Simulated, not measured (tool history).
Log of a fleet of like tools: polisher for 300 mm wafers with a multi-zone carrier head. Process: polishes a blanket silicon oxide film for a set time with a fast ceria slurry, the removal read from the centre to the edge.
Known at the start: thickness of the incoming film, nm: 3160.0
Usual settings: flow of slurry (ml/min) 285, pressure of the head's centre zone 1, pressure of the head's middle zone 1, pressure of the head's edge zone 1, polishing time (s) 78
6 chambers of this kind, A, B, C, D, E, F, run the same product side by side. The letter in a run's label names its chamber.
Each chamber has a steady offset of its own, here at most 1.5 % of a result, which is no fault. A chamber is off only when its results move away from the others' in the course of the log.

run,day,flow of slurry (ml/min),pressure of the head's centre zone,pressure of the head's middle zone,pressure of the head's edge zone,polishing time (s),film removed at the wafer's centre (Å),film removed at mid-radius (Å),film removed at the wafer's edge (Å)
# day 0.129: chamber F: worn pad replaced by a new one
1B,0.558,285,1,1,1,78,10861,10903,10983
# day 0.733: chamber C: worn pad replaced by a new one
2D,0.854,285,1,1,1,78,11101,10949,10881
3A,1.383,285,1,1,1,78,11065,11013,10885
4F,1.908,285,1,1,1,78,11008,11169,11008
# day 2.196: chamber D: worn pad replaced by a new one
5C,2.312,285,1,1,1,78,11013,11089,10689
# day 2.383: chamber A: worn pad replaced by a new one
6E,2.754,285,1,1,1,78,10875,10691,11059
7A,3.104,285,1,1,1,78,11006,10977,10964
# day 3.425: chamber E: worn pad replaced by a new one
8B,3.571,285,1,1,1,78,10781,10762,10836
# day 3.683: chamber F: worn pad replaced by a new one
# day 3.754: chamber B: worn pad replaced by a new one
9F,4.071,285,1,1,1,78,10599,11246,10806
# day 4.188: chamber C: slurry nozzle cleaned
# day 4.208: chamber D: centre zone pressure recalibrated
# day 4.221: chamber D: edge zone pressure recalibrated
10C,4.446,350,1,1,1,78,11470,11111,11087
11E,4.904,350,1,1,1,78,11037,11055,11127
12D,5.217,350,1,1,1,78,11408,11205,11370
13F,5.525,350,1,1,1,78,10962,11204,11044
# day 5.742: chamber C: worn pad replaced by a new one
14D,6.029,350,1,1,1,78,11235,11342,11504
# day 6.179: chamber C: edge zone pressure recalibrated
# day 6.179: chamber D: worn pad replaced by a new one
15C,6.3,350,1,1,1,78,11460,11298,11407
# day 6.362: chamber A: worn pad replaced by a new one
# day 6.633: chamber B: slurry nozzle cleaned
16A,6.85,285,1,1,1,78,11063,10937,11153
# day 6.875: chamber F: slurry nozzle cleaned
# day 6.954: chamber E: worn pad replaced by a new one
# day 7.017: chamber F: worn pad replaced by a new one
17B,7.15,285,1,1,1,78,11127,11061,11016
# day 7.438: chamber F: centre zone pressure recalibrated
18E,7.604,285,1,1,1,78,11125,10956,10960
# day 7.725: chamber B: worn pad replaced by a new one
# day 7.938: chamber A: edge zone pressure recalibrated
19D,7.971,285,1,1,1,78,10998,10992,11128
20A,8.525,285,1,1,1,78,10955,11165,11140
# day 8.804: chamber E: edge zone pressure recalibrated
21C,9.012,285,1,1,1,78,11043,11486,11166
# day 9.304: chamber D: worn pad replaced by a new one
22F,9.421,285,1,1,1,78,11134,10873,10931
# day 9.608: chamber A: worn pad replaced by a new one
# day 9.762: chamber A: centre zone pressure recalibrated
23B,9.783,285,1,1,1,78,10833,10941,10823
24E,10.354,285,1,1,1,78,10867,10798,11081
# day 10.446: chamber F: worn pad replaced by a new one
25C,10.938,375,0.95,1,1,78,10471,11562,10923
# day 11.233: chamber E: worn pad replaced by a new one
26D,11.383,375,0.95,1,1,78,10967,11241,11202
# day 11.546: chamber B: worn pad replaced by a new one
# day 11.554: chamber C: worn pad replaced by a new one
27B,11.7,375,0.95,1,1,78,10728,11306,11004
# day 12.033: chamber E: slurry nozzle cleaned
28F,12.162,375,0.95,1,1,78,10880,11434,11275
# day 12.458: chamber A: slurry nozzle cleaned
29A,12.533,375,0.95,1,1,78,10495,11316,11392
# day 12.85: chamber A: worn pad replaced by a new one
30E,12.971,375,0.95,1,1,78,10624,11066,11071
# day 13.004: chamber D: worn pad replaced by a new one
# day 13.138: chamber B: centre zone pressure recalibrated
31A,13.462,285,1.04,1,1,66,9761.4,9291.1,9127.7
32D,13.829,285,1.04,1,1,66,9729.7,9520.6,9504.9
33F,14.217,285,1.04,1,1,66,9589.8,9187.1,9350.1
# day 14.3: chamber F: worn pad replaced by a new one
34E,14.621,285,1.04,1,1,66,9487.6,9340.6,9419
# day 14.967: chamber E: centre zone pressure recalibrated
35B,14.967,285,1.04,1,1,66,9682.7,9415.4,9320.9
36C,15.358,285,1.04,1,1,66,9698.1,9239.7,9323.6
# day 15.45: chamber E: worn pad replaced by a new one
37E,15.646,285,1.06,1.05,1,78,11580,11552,11131
38C,16.142,285,1.06,1.05,1,78,11667,11519,10872
# day 16.171: chamber B: worn pad replaced by a new one
39B,16.525,285,1.06,1.05,1,78,11829,11390,10863
# day 16.562: chamber A: worn pad replaced by a new one
# day 16.742: chamber D: worn pad replaced by a new one
40A,16.971,285,1.06,1.05,1,78,11811,11519,10713
# day 17.4: chamber F: worn pad replaced by a new one
41D,17.462,285,1.06,1.05,1,78,11415,11469,11054
42F,18.004,285,1.06,1.05,1,78,11813,11604,11053

Next, every chamber runs the same settings. What will each give?
43A,18.429,285,1,1,1,78,?,?,?
43B,18.429,285,1,1,1,78,?,?,?
43C,18.429,285,1,1,1,78,?,?,?
43D,18.429,285,1,1,1,78,?,?,?
43E,18.429,285,1,1,1,78,?,?,?
43F,18.429,285,1,1,1,78,?,?,?

run,film removed at the wafer's centre (Å),film removed at mid-radius (Å),film removed at the wafer's edge (Å)
43A,10868,11030,11047
43B,10865,11114,11025
43C,10811,10997,11167
43D,11030,11298,10678
43E,11008,11022,11219
43F,10857,10914,10949

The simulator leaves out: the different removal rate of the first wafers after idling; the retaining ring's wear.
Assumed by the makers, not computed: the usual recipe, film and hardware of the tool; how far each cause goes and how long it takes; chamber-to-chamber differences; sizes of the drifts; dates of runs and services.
